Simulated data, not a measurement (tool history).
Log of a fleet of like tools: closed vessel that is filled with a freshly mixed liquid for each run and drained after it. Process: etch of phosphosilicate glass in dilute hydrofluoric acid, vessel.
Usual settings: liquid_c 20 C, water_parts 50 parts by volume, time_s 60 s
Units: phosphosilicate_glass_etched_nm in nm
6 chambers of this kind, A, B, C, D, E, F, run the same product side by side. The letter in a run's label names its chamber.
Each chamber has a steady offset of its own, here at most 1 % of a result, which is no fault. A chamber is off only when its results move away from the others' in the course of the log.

run,day,liquid_c,water_parts,time_s,"read-back film thickness of the phosphosilicate glass reference wafer, read on the same gauge (nm)",phosphosilicate_glass_etched_nm
1D,0.254,20,50,60,79.973,138.79
2F,0.5,20,50,60,80.029,136.02
3A,0.688,20,50,60,80.024,137.11
4C,0.871,20,50,60,80.027,135.72
5B,1.108,20,50,60,80.023,136.43
6E,1.408,20,50,40,80.019,92.018
7D,1.621,20,50,40,80.017,91.584
8B,1.875,20,50,40,79.996,90.699
9A,2.125,20,50,40,79.975,90.496
10E,2.371,20,50,40,79.967,92.141
# day 2.467: chamber D: hydrofluoric acid flow meter replaced
11C,2.5,20,50,40,80.026,91.688
12F,2.788,20,50,60,80.001,136.82
13B,3.046,20,50,60,79.984,136.22
14A,3.283,20,50,60,79.967,137.41
15C,3.521,20,50,60,80.019,136.78
16F,3.662,20,50,60,80.022,136.77
17D,3.9,20,50,60,79.971,138.26
18E,4.112,20,50,60,80.01,137.13
19F,4.254,20,50,60,79.988,136.99
20D,4.542,20,50,60,80.012,137.4
21B,4.825,20,50,60,80.005,136.92
# day 4.875: chamber F: thermometer replaced
22C,5.029,20,50,60,80.023,136.73
23A,5.2,20,50,60,79.976,136.5
24E,5.358,20,50,60,79.961,140.48
25C,5.529,20,50,60,80.008,135.11
26D,5.796,20,50,60,79.955,136.74
27F,6.054,20,50,60,79.997,136.04
28A,6.254,20,50,60,80.012,136.96
29B,6.55,20,50,60,80.023,136.31
30E,6.783,20,50,60,79.975,140.72
31E,6.925,23.5,35,60,80.026,239.38
32C,7.083,23.5,35,60,79.993,228.7
33A,7.3,23.5,35,60,79.968,229.41
34F,7.588,23.5,35,60,80,230.44
35B,7.829,23.5,35,60,79.974,232.49
36D,8.075,23.5,35,60,80.008,229.43
37F,8.221,18,50,60,79.985,126.13
38E,8.446,18,50,60,79.985,132.22
39D,8.612,18,50,60,80.002,127.32
40C,8.783,18,50,60,80.004,125.46
41B,8.992,18,50,60,79.999,125.68

Next, every chamber runs the same settings. What will each give?
42A,9.208,20,50,60,,?
42B,9.208,20,50,60,,?
42C,9.208,20,50,60,,?
42D,9.208,20,50,60,,?
42E,9.208,20,50,60,,?
42F,9.208,20,50,60,,?

run,phosphosilicate_glass_etched_nm
42A,136.5
42B,137.24
42C,136.77
42D,138.01
42E,146.14
42F,136.74

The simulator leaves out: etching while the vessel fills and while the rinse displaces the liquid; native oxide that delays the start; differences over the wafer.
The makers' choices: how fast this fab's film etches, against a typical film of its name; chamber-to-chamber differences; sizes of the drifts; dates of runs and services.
